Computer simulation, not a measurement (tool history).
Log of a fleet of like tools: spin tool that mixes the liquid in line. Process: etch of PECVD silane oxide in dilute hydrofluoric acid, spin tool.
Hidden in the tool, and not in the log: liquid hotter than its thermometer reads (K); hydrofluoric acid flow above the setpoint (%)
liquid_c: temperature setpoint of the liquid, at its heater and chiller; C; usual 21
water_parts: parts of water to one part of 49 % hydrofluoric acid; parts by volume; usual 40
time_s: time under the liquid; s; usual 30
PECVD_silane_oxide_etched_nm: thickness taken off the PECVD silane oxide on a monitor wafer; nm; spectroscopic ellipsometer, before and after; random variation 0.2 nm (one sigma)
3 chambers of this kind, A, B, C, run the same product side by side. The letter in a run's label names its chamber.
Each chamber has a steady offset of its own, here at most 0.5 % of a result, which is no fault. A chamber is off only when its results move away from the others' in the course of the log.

run,day,liquid_c,water_parts,time_s,hours since the thermometer was replaced,hours since the hydrofluoric acid flow meter was replaced,"read-back film thickness of the PECVD silane oxide reference wafer, read on the same gauge (nm)",PECVD_silane_oxide_etched_nm
1B,0.262,21,40,30,489.7,1800.8,89.999,29.319
2A,0.625,21,40,30,331.7,181.6,90.004,29.344
3C,0.95,21,40,30,1889.6,303.7,90.024,29.09
4C,1.229,21,40,30,1896.3,310.4,90.009,29.336
5B,1.55,21,40,30,520.6,1831.7,89.997,29.492
6A,1.729,21,40,30,358.2,208.1,89.988,29.188
7B,2.029,21,40,30,532.1,1843.2,90.026,29.483
8C,2.217,21,40,30,1920,334.1,89.998,29.641
9A,2.542,21,40,30,377.7,227.6,90.005,29.259
10A,2.892,21,40,30,386.1,236,90.016,29.273
11C,3.192,21,40,30,1943.4,357.5,90.009,29.166
12B,3.375,21,40,30,564.4,1875.5,89.941,29.417
13B,3.712,21,40,30,572.5,1883.6,90.003,29.244
14C,3.946,21,40,30,1961.5,375.6,90.002,29.48
15A,4.15,21,40,45,416.3,266.2,89.979,44.108
16B,4.325,21,40,45,587.2,1898.3,90.02,44.142
17A,4.562,21,40,45,426.2,276.1,89.991,44.546
18C,4.725,21,40,30,1980.2,394.3,90.024,29.12
19B,4.95,21,40,30,602.2,1913.3,89.943,29.068
20A,5.246,21,40,30,442.6,292.5,90,29.047
21C,5.533,21,40,30,1999.6,413.7,90.011,29.178
22B,5.846,21,40,30,623.7,1934.8,90.004,29.468
23C,6.088,21,40,30,2012.9,427,90.01,29.337
24A,6.325,21,40,30,468.5,318.4,90.041,29.276
25A,6.546,21,20,45,473.8,323.7,89.991,89.949
26C,6.846,21,20,45,2031.1,445.2,89.99,88.858
27B,7.212,21,20,45,656.5,1967.6,90.044,90.526
28B,7.562,21,40,30,664.9,1976,89.989,29.273
29C,7.829,21,40,30,2054.7,468.8,89.932,29.248
30A,8.167,21,40,30,512.7,362.6,90.003,29.144
31C,8.408,21,40,30,2068.6,482.7,90.021,29.547

Next, every chamber runs the same settings. What will each give?
32A,8.675,21,40,30,,,,?
32B,8.675,21,40,30,,,,?
32C,8.675,21,40,30,,,,?

run,PECVD_silane_oxide_etched_nm
32A,29.243
32B,29.038
32C,29.627
